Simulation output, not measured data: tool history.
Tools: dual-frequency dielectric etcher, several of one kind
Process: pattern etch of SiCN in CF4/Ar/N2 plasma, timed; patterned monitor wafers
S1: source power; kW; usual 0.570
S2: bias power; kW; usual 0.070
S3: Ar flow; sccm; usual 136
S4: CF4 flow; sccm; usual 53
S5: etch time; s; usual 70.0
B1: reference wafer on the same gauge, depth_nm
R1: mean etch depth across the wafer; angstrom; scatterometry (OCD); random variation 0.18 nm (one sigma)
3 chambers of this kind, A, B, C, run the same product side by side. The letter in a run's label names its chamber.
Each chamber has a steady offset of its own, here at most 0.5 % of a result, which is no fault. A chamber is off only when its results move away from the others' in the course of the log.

run 1A hour=4.1 | S1=0.570 S2=0.070 S3=136 S4=53 S5=70.0 | B1=76.561 | R1=662.76
run 2C hour=7.8 | S1=0.570 S2=0.070 S3=136 S4=53 S5=70.0 | B1=76.433 | R1=662.52
run 3B hour=11.3 | S1=0.570 S2=0.070 S3=136 S4=53 S5=70.0 | B1=76.554 | R1=666.40
-- hour=11.9 chamber C: wet clean of the chamber
run 4C hour=16.6 | S1=0.570 S2=0.070 S3=136 S4=53 S5=70.0 | B1=76.459 | R1=667.33
run 5A hour=22.1 | S1=0.570 S2=0.070 S3=136 S4=53 S5=70.0 | B1=76.516 | R1=665.81
run 6B hour=28.2 | S1=0.570 S2=0.082 S3=136 S4=41 S5=70.0 | B1=76.451 | R1=676.68
run 7B hour=33.7 | S1=0.570 S2=0.082 S3=136 S4=41 S5=70.0 | B1=76.483 | R1=680.88
run 8C hour=40.3 | S1=0.570 S2=0.082 S3=136 S4=41 S5=70.0 | B1=76.452 | R1=677.49
run 9A hour=47.4 | S1=0.570 S2=0.070 S3=136 S4=53 S5=70.0 | B1=76.485 | R1=667.03
run 10A hour=51.6 | S1=0.570 S2=0.070 S3=136 S4=53 S5=70.0 | B1=76.537 | R1=668.99
run 11C hour=55.3 | S1=0.570 S2=0.070 S3=136 S4=53 S5=70.0 | B1=76.482 | R1=663.21
run 12B hour=60.8 | S1=0.570 S2=0.070 S3=136 S4=53 S5=70.0 | B1=76.475 | R1=667.11
run 13B hour=66.8 | S1=0.570 S2=0.070 S3=136 S4=53 S5=70.0 | B1=76.502 | R1=665.51
run 14C hour=73.7 | S1=0.570 S2=0.070 S3=136 S4=53 S5=70.0 | B1=76.481 | R1=664.37
run 15A hour=79.3 | S1=0.570 S2=0.052 S3=136 S4=53 S5=70.0 | B1=76.534 | R1=596.23
run 16C hour=83.2 | S1=0.570 S2=0.052 S3=136 S4=53 S5=70.0 | B1=76.527 | R1=599.62
run 17B hour=87.5 | S1=0.570 S2=0.052 S3=136 S4=53 S5=70.0 | B1=76.552 | R1=600.41
run 18A hour=91.4 | S1=0.570 S2=0.070 S3=136 S4=53 S5=70.0 | B1=76.507 | R1=665.56
run 19B hour=97.0 | S1=0.570 S2=0.070 S3=136 S4=53 S5=70.0 | B1=76.486 | R1=670.38
run 20C hour=104.0 | S1=0.570 S2=0.070 S3=136 S4=53 S5=70.0 | B1=76.536 | R1=667.11
-- hour=108.6 chamber A: wet clean of the chamber
run 21A hour=110.5 | S1=0.570 S2=0.070 S3=136 S4=53 S5=70.0 | B1=76.484 | R1=644.52
run 22C hour=114.5 | S1=0.570 S2=0.070 S3=136 S4=53 S5=70.0 | B1=76.500 | R1=661.98
run 23A hour=121.4 | S1=0.570 S2=0.070 S3=136 S4=53 S5=70.0 | B1=76.504 | R1=642.86
run 24B hour=127.9 | S1=0.570 S2=0.070 S3=136 S4=53 S5=70.0 | B1=76.504 | R1=667.49
run 25B hour=134.1 | S1=0.570 S2=0.070 S3=136 S4=53 S5=70.0 | B1=76.533 | R1=667.09
run 26C hour=140.0 | S1=0.690 S2=0.070 S3=136 S4=53 S5=70.0 | B1=76.503 | R1=782.06
run 27A hour=145.5 | S1=0.690 S2=0.070 S3=136 S4=53 S5=70.0 | B1=76.460 | R1=759.75
run 28A hour=150.6 | S1=0.690 S2=0.070 S3=136 S4=53 S5=70.0 | B1=76.473 | R1=761.10
run 29C hour=156.5 | S1=0.570 S2=0.070 S3=136 S4=53 S5=70.0 | B1=76.467 | R1=667.74
run 30B hour=160.8 | S1=0.570 S2=0.070 S3=136 S4=53 S5=70.0 | B1=76.525 | R1=669.11
-- hour=163.3 chamber C: CF4 flow controller replaced
run 31C hour=164.1 | S1=0.570 S2=0.070 S3=136 S4=53 S5=70.0 | B1=76.514 | R1=666.82
run 32B hour=169.1 | S1=0.570 S2=0.070 S3=136 S4=53 S5=70.0 | B1=76.457 | R1=668.54
run 33A hour=173.5 | S1=0.570 S2=0.070 S3=136 S4=53 S5=70.0 | B1=76.567 | R1=643.98
run 34A hour=179.6 | S1=0.570 S2=0.070 S3=136 S4=53 S5=70.0 | B1=76.496 | R1=640.16
run 35B hour=184.9 | S1=0.620 S2=0.070 S3=136 S4=53 S5=88.5 | B1=76.449 | R1=907.59
run 36C hour=189.8 | S1=0.620 S2=0.070 S3=136 S4=53 S5=88.5 | B1=76.471 | R1=905.04
run 37A hour=196.2 | S1=0.620 S2=0.070 S3=136 S4=53 S5=88.5 | B1=76.542 | R1=878.24
run 38B hour=202.8 | S1=0.570 S2=0.070 S3=136 S4=53 S5=70.0 | B1=76.445 | R1=669.52
run 39C hour=209.1 | S1=0.570 S2=0.070 S3=136 S4=53 S5=70.0 | B1=76.506 | R1=663.98
run 40A hour=215.9 | S1=0.570 S2=0.070 S3=136 S4=53 S5=70.0 | B1=76.491 | R1=645.07
run 41B hour=219.3 | S1=0.570 S2=0.070 S3=136 S4=53 S5=70.0 | B1=76.522 | R1=670.21

All 3 chambers run these settings next. Forecast each chamber's results:
run 42A hour=224.5 | S1=0.570 S2=0.070 S3=136 S4=53 S5=70.0 | R1=?
run 42B hour=224.5 | S1=0.570 S2=0.070 S3=136 S4=53 S5=70.0 | R1=?
run 42C hour=224.5 | S1=0.570 S2=0.070 S3=136 S4=53 S5=70.0 | R1=?

run=42A R1=641.32
run=42B R1=666.07
run=42C R1=665.46

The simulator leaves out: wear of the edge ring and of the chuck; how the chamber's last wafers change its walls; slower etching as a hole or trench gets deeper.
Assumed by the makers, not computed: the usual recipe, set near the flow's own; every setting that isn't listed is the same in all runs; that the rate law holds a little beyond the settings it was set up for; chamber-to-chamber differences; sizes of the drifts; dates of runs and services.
